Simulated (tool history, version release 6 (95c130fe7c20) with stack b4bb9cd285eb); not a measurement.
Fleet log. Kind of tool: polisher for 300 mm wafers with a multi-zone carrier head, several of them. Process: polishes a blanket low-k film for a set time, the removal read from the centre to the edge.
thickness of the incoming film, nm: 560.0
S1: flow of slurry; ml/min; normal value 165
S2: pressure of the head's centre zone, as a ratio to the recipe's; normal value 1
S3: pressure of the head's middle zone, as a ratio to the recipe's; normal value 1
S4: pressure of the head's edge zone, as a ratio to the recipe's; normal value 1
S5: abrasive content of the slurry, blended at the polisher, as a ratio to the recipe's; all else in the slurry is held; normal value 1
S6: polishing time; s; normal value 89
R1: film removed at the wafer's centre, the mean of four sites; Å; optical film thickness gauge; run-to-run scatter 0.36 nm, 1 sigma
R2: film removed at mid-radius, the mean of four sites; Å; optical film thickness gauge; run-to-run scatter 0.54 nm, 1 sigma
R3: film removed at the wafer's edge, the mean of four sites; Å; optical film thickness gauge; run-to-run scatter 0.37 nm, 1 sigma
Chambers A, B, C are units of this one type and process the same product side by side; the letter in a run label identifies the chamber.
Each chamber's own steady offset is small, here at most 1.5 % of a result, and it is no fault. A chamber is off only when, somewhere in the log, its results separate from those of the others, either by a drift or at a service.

-- hour=1.5 chamber C: worn pad replaced by a new one
run 1C hour=4.2 | S1=165 S2=1 S3=1 S4=1 S5=1 S6=89 | R1=372.19 R2=365.37 R3=357.37
run 2A hour=8.7 | S1=165 S2=1 S3=1 S4=1 S5=1 S6=89 | R1=356.04 R2=368.22 R3=363.26
run 3B hour=11.4 | S1=165 S2=1 S3=1 S4=1 S5=1 S6=89 | R1=363.35 R2=359.65 R3=362.04
run 4C hour=15.2 | S1=165 S2=1 S3=1 S4=1 S5=1 S6=89 | R1=362.95 R2=366.76 R3=359.96
run 5A hour=18.5 | S1=165 S2=1 S3=1 S4=1 S5=1 S6=89 | R1=363.93 R2=372.5 R3=357.82
run 6B hour=20.8 | S1=165 S2=1 S3=1 S4=1 S5=1 S6=89 | R1=358.51 R2=357.94 R3=366.49
run 7B hour=24.1 | S1=165 S2=1 S3=1 S4=1 S5=1 S6=89 | R1=361.32 R2=361.82 R3=371.97
run 8A hour=27.9 | S1=165 S2=1 S3=1 S4=1 S5=1 S6=89 | R1=357.77 R2=375.71 R3=369.25
run 9C hour=31.8 | S1=165 S2=1 S3=1 S4=1 S5=1 S6=89 | R1=359.45 R2=363.59 R3=361.28
run 10B hour=36.1 | S1=165 S2=1 S3=1 S4=1 S5=1 S6=89 | R1=358.23 R2=361.53 R3=359.49
run 11A hour=39.1 | S1=165 S2=1 S3=1 S4=1 S5=1 S6=89 | R1=357.63 R2=362.62 R3=370.86
-- hour=39.9 chamber B: worn pad replaced by a new one
run 12C hour=41.6 | S1=165 S2=1 S3=1 S4=1 S5=1 S6=89 | R1=371.02 R2=374.09 R3=362.54
run 13A hour=44 | S1=165 S2=1 S3=1 S4=1 S5=1 S6=89 | R1=352.51 R2=358.4 R3=363.63
-- hour=44.9 chamber A: worn pad replaced by a new one
run 14B hour=48.3 | S1=165 S2=1 S3=1 S4=1 S5=1 S6=89 | R1=357.64 R2=363.44 R3=365.84
-- hour=50.3 chamber C: worn pad replaced by a new one
run 15C hour=53 | S1=165 S2=1 S3=1 S4=1 S5=1 S6=89 | R1=373.73 R2=365.74 R3=367.87
run 16C hour=55.2 | S1=165 S2=1 S3=1 S4=1 S5=1 S6=89 | R1=364.56 R2=373.03 R3=360.86
run 17B hour=58.8 | S1=165 S2=1 S3=1 S4=1 S5=1 S6=89 | R1=363.54 R2=363.08 R3=366.67
run 18A hour=61.7 | S1=165 S2=1 S3=1 S4=1 S5=1 S6=89 | R1=355.12 R2=361.15 R3=361.91
run 19B hour=64.3 | S1=165 S2=1 S3=1 S4=1 S5=1 S6=89 | R1=365.55 R2=358.79 R3=364.03
run 20C hour=67.7 | S1=210 S2=1 S3=1 S4=1 S5=1 S6=100 | R1=437.23 R2=420.43 R3=412.87
run 21A hour=71.9 | S1=210 S2=1 S3=1 S4=1 S5=1 S6=100 | R1=415.81 R2=432.82 R3=421.21
-- hour=74.4 chamber C: centre zone pressure recalibrated
run 22A hour=76 | S1=210 S2=1 S3=1 S4=1 S5=1 S6=100 | R1=422.89 R2=417.93 R3=424.84
run 23C hour=78.8 | S1=165 S2=1 S3=1 S4=1 S5=1 S6=89 | R1=335.76 R2=361.82 R3=361.41
run 24B hour=81.4 | S1=165 S2=1 S3=1 S4=1 S5=1 S6=89 | R1=359.22 R2=361.86 R3=360.51
-- hour=82.8 chamber B: worn pad replaced by a new one
run 25A hour=85.2 | S1=165 S2=1 S3=1 S4=1 S5=1 S6=89 | R1=360.46 R2=368.5 R3=362
run 26C hour=89.8 | S1=165 S2=1 S3=1 S4=1 S5=1 S6=89 | R1=336.68 R2=369.26 R3=356.49
run 27B hour=92 | S1=165 S2=1 S3=1 S4=1 S5=1 S6=89 | R1=365.82 R2=363.28 R3=357.81
run 28C hour=96.3 | S1=165 S2=1 S3=1 S4=1 S5=1 S6=89 | R1=334.22 R2=361.43 R3=355.5
run 29B hour=101 | S1=165 S2=1 S3=1 S4=1 S5=1 S6=89 | R1=368.23 R2=352.09 R3=362.13
run 30A hour=103.9 | S1=165 S2=1 S3=1 S4=1 S5=1 S6=89 | R1=358.22 R2=362.8 R3=363.96
-- hour=104.6 chamber C: worn pad replaced by a new one
run 31B hour=107.7 | S1=165 S2=1 S3=1 S4=1 S5=1 S6=89 | R1=363.71 R2=368.95 R3=367.35
run 32A hour=111 | S1=165 S2=1 S3=1 S4=1 S5=0.85 S6=89 | R1=329.54 R2=335.28 R3=332.45
run 33C hour=114.6 | S1=165 S2=1 S3=1 S4=1 S5=0.85 S6=89 | R1=304.65 R2=342.46 R3=335.17
run 34C hour=117.6 | S1=165 S2=1 S3=1 S4=1 S5=0.85 S6=89 | R1=316.04 R2=342.97 R3=332.44
run 35A hour=121.5 | S1=165 S2=1 S3=1 S4=1 S5=1 S6=89 | R1=351.11 R2=351.46 R3=367.95
-- hour=125 chamber B: worn pad replaced by a new one
run 36B hour=125.6 | S1=165 S2=1 S3=1 S4=0.95 S5=1.2 S6=89 | R1=395.29 R2=392.83 R3=388.74
run 37C hour=128 | S1=165 S2=1 S3=1 S4=0.95 S5=1.2 S6=89 | R1=357.78 R2=390.31 R3=370.1

Read the log: is a single chamber off, either drifting away or since a service, is the gauge that measures every chamber drifting, or is nothing wrong beyond small per-chamber offsets? Name any odd chamber and what most likely caused it.

A service left chamber C off against the others.
Likeliest cause: centre zone's pressure below its setpoint, % = 8.72.

Chamber C could run next with any of the 4 candidate recipes listed below; each alters the usual settings, and their results appear as question marks. Which one brings its results back in line with what the other chambers deliver on the usual settings?
A result is in line if it is within this distance of the other chambers' mean on the usual settings: R1 12 Å; R2 19 Å; R3 13 Å
run 38C-1 hour=131.4 | S1=170 S2=1.06 S3=0.98 S4=0.99 S5=1 S6=90 | R1=? R2=? R3=?
run 38C-2 hour=131.4 | S1=160 S2=0.94 S3=1.02 S4=1.01 S5=1 S6=88 | R1=? R2=? R3=?
run 38C-3 hour=131.4 | S1=175 S2=1.12 S3=0.95 S4=0.98 S5=1 S6=92 | R1=? R2=? R3=?
run 38C-4 hour=131.4 | S1=160 S2=0.89 S3=1.05 S4=1.02 S5=1 S6=87 | R1=? R2=? R3=?

The mean the other chambers reach with the usual settings: R1 360.65 Å; R2 362.7 Å; R3 365.58 Å
run=38C-1 R1=357.27 R2=363.17 R3=364.45
run=38C-2 R1=301.74 R2=364.8 R3=357.1
run=38C-3 R1=390.28 R2=362.41 R3=372.07
run=38C-4 R1=280.43 R2=370.55 R3=354.71
The right change is 38C-1: it brings the chamber back within the allowed miss of the others.
